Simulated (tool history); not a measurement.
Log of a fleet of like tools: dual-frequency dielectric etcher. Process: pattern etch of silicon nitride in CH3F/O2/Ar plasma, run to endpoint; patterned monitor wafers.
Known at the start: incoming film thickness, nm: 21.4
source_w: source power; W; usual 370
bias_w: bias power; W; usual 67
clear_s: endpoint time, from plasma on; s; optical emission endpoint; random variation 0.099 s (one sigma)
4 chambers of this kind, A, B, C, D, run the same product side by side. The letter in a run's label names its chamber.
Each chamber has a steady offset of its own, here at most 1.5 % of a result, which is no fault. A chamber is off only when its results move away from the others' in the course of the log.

run	day	source_w	bias_w	hours since the last wet clean	hours since the last source power generator calibration	hours since the last bias power generator calibration	clear_s
1A	0.158	370	67	491.2	224.8	4274.6	32.752
2B	0.35	370	67	168.9	1153.1	374.9	33.049
3D	0.475	370	67	368.6	1315.2	3111.3	33.075
4C	0.617	370	67	185.7	929.3	1632.3	32.739
5C	0.758	370	67	189.1	932.7	1635.7	32.753
6D	0.962	370	67	380.3	1326.9	3123	33.283
7A	1.058	370	76	512.8	246.4	4296.2	31.615
8B	1.208	370	76	189.5	1173.7	395.5	31.374
9D	1.375	370	76	390.2	1336.8	3132.9	31.651
10B	1.525	370	76	197.1	1181.3	403.1	31.354
11A	1.725	370	67	528.8	262.4	4312.2	32.907
12C	1.875	310	53	215.9	959.5	1662.5	37.865
13A	2.008	310	53	535.6	269.2	4319	37.83
14C	2.183	310	53	223.3	966.9	1669.9	38.041
15B	2.383	310	53	217.7	1201.9	423.7	38.161
16D	2.5	370	67	417.2	1363.8	3159.9	32.996
17C	2.608	370	67	233.5	977.1	1680.1	32.761
# day 2.679: chamber A: wet clean of the chamber
# day 2.725: chamber D: wet clean of the chamber
18B	2.746	370	67	226.4	1210.6	432.4	32.922
19A	2.912	370	67	5.6	290.9	4340.7	32.598
20D	3.075	370	67	8.4	1377.6	3173.7	33.03
21B	3.275	370	67	239.1	1223.3	445.1	32.829
22C	3.475	370	67	254.3	997.9	1700.9	32.831
23D	3.683	370	67	23	1392.2	3188.3	33.057
24A	3.883	370	67	28.9	314.2	4364	33.03
25D	4.038	370	67	31.5	1400.7	3196.8	32.939
26B	4.162	370	67	260.4	1244.6	466.4	32.802
27A	4.312	370	67	39.2	324.5	4374.3	32.936
28C	4.412	370	67	276.8	1020.4	1723.4	32.846
29D	4.546	370	67	43.7	1412.9	3209	32.906

What goes on in this fleet: one chamber off, a drifting gauge, or nothing beyond the chambers' own small offsets? Name the chamber and the cause, if any.

No chamber stands off beyond its own small offset, and the gauge holds steady.
